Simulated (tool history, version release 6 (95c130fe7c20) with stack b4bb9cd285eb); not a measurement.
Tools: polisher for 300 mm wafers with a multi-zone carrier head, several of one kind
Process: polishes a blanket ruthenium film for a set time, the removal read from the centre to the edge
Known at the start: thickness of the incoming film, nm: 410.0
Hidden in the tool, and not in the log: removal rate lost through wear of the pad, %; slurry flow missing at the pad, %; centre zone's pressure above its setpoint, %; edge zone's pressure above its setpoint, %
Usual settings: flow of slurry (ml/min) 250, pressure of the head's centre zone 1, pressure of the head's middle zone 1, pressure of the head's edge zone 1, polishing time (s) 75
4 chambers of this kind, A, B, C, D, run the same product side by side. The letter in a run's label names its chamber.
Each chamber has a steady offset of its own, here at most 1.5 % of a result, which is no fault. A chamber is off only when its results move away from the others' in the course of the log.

run    day  flow of slurry (ml/min)  pressure of the head's centre zone  pressure of the head's middle zone  pressure of the head's edge zone  polishing time (s)  wafers polished on this pad  hours since the slurry nozzle was cleaned  hours since the centre zone pressure was calibrated  hours since the edge zone pressure was calibrated  film removed at the wafer's centre (Å)  film removed at mid-radius (Å)  film removed at the wafer's edge (Å)
 1A  0.158                      250                                   1                                   1                                 1                  75                           68                                       59.4                                                184.7                                              308.4                                  557.35                             550                                551.06
 2D  0.354                      250                                   1                                   1                                 1                  75                          295                                      327.6                                                253.2                                               1179                                  550.17                          551.05                                558.67
 3B  0.508                      250                                   1                                   1                                 1                  75                         1012                                      538.3                                                572.8                                             1126.7                                   539.6                          542.43                                562.57
 4C  0.683                      250                                   1                                   1                                 1                  75                          286                                      206.8                                                515.1                                               37.8                                  559.35                          548.98                                534.07
 5B  0.846                      250                                   1                                   1                                 1                  75                         1072                                      546.4                                                580.9                                             1134.8                                  544.73                          548.19                                555.93
 6A      1                      250                                   1                                   1                                 1                  75                          218                                       79.6                                                204.9                                              328.6                                  554.11                          543.61                                555.98
 7D  1.154                      250                                   1                                   1                                 1                  75                          438                                      346.8                                                272.4                                             1198.2                                  552.05                          544.93                                555.48
 8C  1.308                      250                                1.11                                   1                                 1                  75                          398                                      221.8                                                530.1                                               52.8                                  625.18                          555.81                                   548
 9A  1.467                      250                                1.11                                   1                                 1                  75                          302                                       90.8                                                216.1                                              339.8                                   631.4                          556.96                                567.76
10C  1.658                      250                                1.11                                   1                                 1                  75                          460                                      230.2                                                538.5                                               61.2                                  630.98                          557.41                                550.19
     1.804  -- chamber B: worn pad replaced by a new one
11D  1.842                      250                                1.11                                   1                                 1                  75                          561                                      363.3                                                288.9                                             1214.7                                  615.79                          542.68                                550.47
12B  1.958                      250                                   1                                   1                                 1                  75                           28                                      573.1                                                607.6                                             1161.5                                  551.48                          552.07                                561.51
13A  2.158                      250                                1.06                                   1                                 1                  75                          426                                      107.4                                                232.7                                              356.4                                  591.14                          543.09                                558.87
14B  2.258                      250                                1.06                                   1                                 1                  75                           82                                      580.3                                                614.8                                             1168.7                                  588.52                          549.51                                552.71
15D  2.442                      250                                1.06                                   1                                 1                  75                          669                                      377.7                                                303.3                                             1229.1                                  591.63                          541.03                                560.84
16C  2.592                      250                                1.06                                   1                                 1                  75                          627                                      252.6                                                560.9                                               83.6                                  577.11                           541.2                                550.62
17B  2.721                      250                                   1                                   1                                 1                  75                          164                                      591.4                                                625.9                                             1179.8                                  540.69                          543.99                                556.71
     2.729  -- chamber D: worn pad replaced by a new one
18A  2.829                      250                                   1                                   1                                 1                  75                          546                                      123.5                                                248.8                                              372.5                                  566.51                          547.19                                559.39
19C  2.975                      250                                   1                                   1                                 1                  75                          696                                      261.8                                                570.1                                               92.8                                  542.39                          538.76                                537.56
20D  3.096                      300                                   1                                1.11                                 1                  75                           66                                      393.4                                                  319                                             1244.8                                  563.22                           617.6                                 558.2
21D  3.275                      300                                   1                                1.11                                 1                  75                           98                                      397.7                                                323.3                                             1249.1                                  564.06                          612.03                                561.14
22B  3.458                      300                                   1                                1.11                                 1                  75                          296                                      609.1                                                643.6                                             1197.5                                  564.25                          618.25                                552.64
23C    3.6                      300                                   1                                1.11                                 1                  75                          808                                      276.8                                                585.1                                              107.8                                  548.58                          607.47                                529.27
24A  3.717                      250                                   1                                   1                                 1                  75                          704                                      144.8                                                270.1                                              393.8                                  563.22                          550.66                                 562.1
25C  3.846                      250                                0.91                                   1                                 1                  75                          852                                      282.7                                                  591                                              113.7                                  474.83                           528.4                                526.54
26A  3.962                      250                                0.91                                   1                                 1                  75                          748                                      150.7                                                  276                                              399.7                                   508.4                          545.51                                552.36
27B    4.1                      250                                0.91                                   1                                 1                  75                          411                                      624.5                                                  659                                             1212.9                                  498.01                          548.38                                557.96
28D  4.196                      250                                0.91                                   1                                 1                  75                          262                                      419.8                                                345.4                                             1271.2                                  491.99                          547.19                                 563.8
29B  4.283                      250                                   1                                0.91                                 1                  54                          444                                      628.9                                                663.4                                             1217.3                                  398.13                          363.77                                402.25
     4.479  -- chamber B: slurry nozzle cleaned
30D  4.479                      250                                   1                                0.91                                 1                  54                          313                                      426.6                                                352.2                                               1278                                  397.79                          362.27                                393.15
31C    4.6                      250                                   1                                0.91                                 1                  54                          987                                      300.8                                                609.1                                              131.8                                  374.72                          343.93                                368.63
32A  4.721                      250                                   1                                0.91                                 1                  54                          884                                      168.9                                                294.2                                              417.9                                  404.91                          358.32                                400.64
33C  4.846                      250                                   1                                   1                                 1                  75                         1031                                      306.7                                                  615                                              137.7                                  527.28                          518.02                                506.63
34B   4.95                      250                                   1                                   1                                 1                  75                          563                                       11.4                                                679.4                                             1233.3                                  559.45                          545.91                                566.71

Next, every chamber runs the same settings. What will each give?
35A  5.092                      250                                   1                                   1                                 1                  75                                                                                                                                                                                                                       ?                               ?                                     ?
35B  5.092                      250                                   1                                   1                                 1                  75                                                                                                                                                                                                                       ?                               ?                                     ?
35C  5.092                      250                                   1                                   1                                 1                  75                                                                                                                                                                                                                       ?                               ?                                     ?
35D  5.092                      250                                   1                                   1                                 1                  75                                                                                                                                                                                                                       ?                               ?                                     ?

run  film removed at the wafer's centre (Å)  film removed at mid-radius (Å)  film removed at the wafer's edge (Å)
35A                                  557.61                             556                                551.49
35B                                  547.34                          546.02                                546.83
35C                                  519.67                          511.28                                514.21
35D                                  547.25                          542.42                                551.95

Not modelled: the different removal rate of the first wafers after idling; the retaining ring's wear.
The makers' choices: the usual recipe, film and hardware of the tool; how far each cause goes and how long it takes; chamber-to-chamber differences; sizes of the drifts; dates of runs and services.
